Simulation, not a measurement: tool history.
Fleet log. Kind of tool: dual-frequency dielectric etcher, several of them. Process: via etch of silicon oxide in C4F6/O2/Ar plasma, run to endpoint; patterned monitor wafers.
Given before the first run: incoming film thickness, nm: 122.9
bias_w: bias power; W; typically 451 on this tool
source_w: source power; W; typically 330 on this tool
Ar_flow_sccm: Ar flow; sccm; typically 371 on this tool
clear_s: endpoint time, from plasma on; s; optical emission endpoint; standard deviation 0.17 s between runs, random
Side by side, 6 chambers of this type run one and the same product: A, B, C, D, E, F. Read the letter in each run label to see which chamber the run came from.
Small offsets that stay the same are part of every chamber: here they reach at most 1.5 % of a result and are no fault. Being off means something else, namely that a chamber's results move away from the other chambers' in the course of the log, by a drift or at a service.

Run 1B, hour 3.9: usual settings. Result: clear_s 30.964 s.
Run 2D, hour 9.4: usual settings. Result: clear_s 30.398 s.
Run 3A, hour 13.9: usual settings. Result: clear_s 30.862 s.
Run 4E, hour 18.9: usual settings. Result: clear_s 30.733 s.
Run 5F, hour 24.3: usual settings. Result: clear_s 30.967 s.
Run 6C, hour 32.8: usual settings. Result: clear_s 31.279 s.
Run 7B, hour 40.5: usual settings but Ar_flow_sccm 322 sccm. Result: clear_s 30.415 s.
Run 8C, hour 45: usual settings but Ar_flow_sccm 322 sccm. Result: clear_s 30.658 s.
Run 9D, hour 50.2: usual settings but Ar_flow_sccm 322 sccm. Result: clear_s 30.392 s.
Run 10E, hour 58.7: usual settings but Ar_flow_sccm 322 sccm. Result: clear_s 30.217 s.
Run 11F, hour 63.1: usual settings but Ar_flow_sccm 322 sccm. Result: clear_s 30.63 s.
Run 12A, hour 67.6: usual settings but Ar_flow_sccm 322 sccm. Result: clear_s 30.629 s.
Run 13E, hour 74.6: usual settings. Result: clear_s 30.802 s.
Run 14D, hour 80.9: usual settings. Result: clear_s 30.733 s.
At hour 86.2: chamber B: wet clean of the chamber.
At hour 87.3: chamber F: wet clean of the chamber.
Run 15F, hour 89.2: usual settings. Result: clear_s 30.981 s.
Run 16C, hour 95.5: usual settings. Result: clear_s 31.438 s.
At hour 95.6: chamber D: source power generator calibrated.
Run 17B, hour 102.2: usual settings. Result: clear_s 31.046 s.
Run 18A, hour 107.3: usual settings but Ar_flow_sccm 446 sccm. Result: clear_s 31.523 s.
Run 19D, hour 113.6: usual settings but Ar_flow_sccm 446 sccm. Result: clear_s 31.448 s.
Run 20F, hour 117.6: usual settings but Ar_flow_sccm 446 sccm. Result: clear_s 31.949 s.
Run 21B, hour 122.5: usual settings but Ar_flow_sccm 446 sccm. Result: clear_s 31.449 s.
Run 22C, hour 128.4: usual settings but Ar_flow_sccm 446 sccm. Result: clear_s 31.605 s.
Run 23A, hour 135.5: usual settings but Ar_flow_sccm 446 sccm. Result: clear_s 31.579 s.
Run 24E, hour 141.1: usual settings. Result: clear_s 30.571 s.
Run 25B, hour 145.2: usual settings. Result: clear_s 31.386 s.
Run 26C, hour 149.7: usual settings. Result: clear_s 31.548 s.
Run 27E, hour 155.3: usual settings. Result: clear_s 30.315 s.
Run 28F, hour 160.8: usual settings. Result: clear_s 30.692 s.
Run 29D, hour 165.7: usual settings. Result: clear_s 30.915 s.
Run 30A, hour 169.8: usual settings. Result: clear_s 30.829 s.
Run 31D, hour 175.4: usual settings. Result: clear_s 30.895 s.
Run 32C, hour 183.8: usual settings. Result: clear_s 31.196 s.
Run 33A, hour 191.7: usual settings. Result: clear_s 30.972 s.
At hour 195.2: chamber F: bias power generator calibrated.
Run 34E, hour 197.3: usual settings. Result: clear_s 30.327 s.
Run 35B, hour 203.6: usual settings. Result: clear_s 31.053 s.
Run 36F, hour 209.5: usual settings. Result: clear_s 31.152 s.

Next, all 6 chambers run the settings below, one line each with question marks for the results. What does each chamber give?
Run 37A, hour 215.7: usual settings but source_w 310 W. Result: clear_s ?.
Run 37B, hour 215.7: usual settings but source_w 310 W. Result: clear_s ?.
Run 37C, hour 215.7: usual settings but source_w 310 W. Result: clear_s ?.
Run 37D, hour 215.7: usual settings but source_w 310 W. Result: clear_s ?.
Run 37E, hour 215.7: usual settings but source_w 310 W. Result: clear_s ?.
Run 37F, hour 215.7: usual settings but source_w 310 W. Result: clear_s ?.

run  clear_s
37A    31.87
37B   31.846
37C   32.141
37D   31.536
37E   31.398
37F   31.562
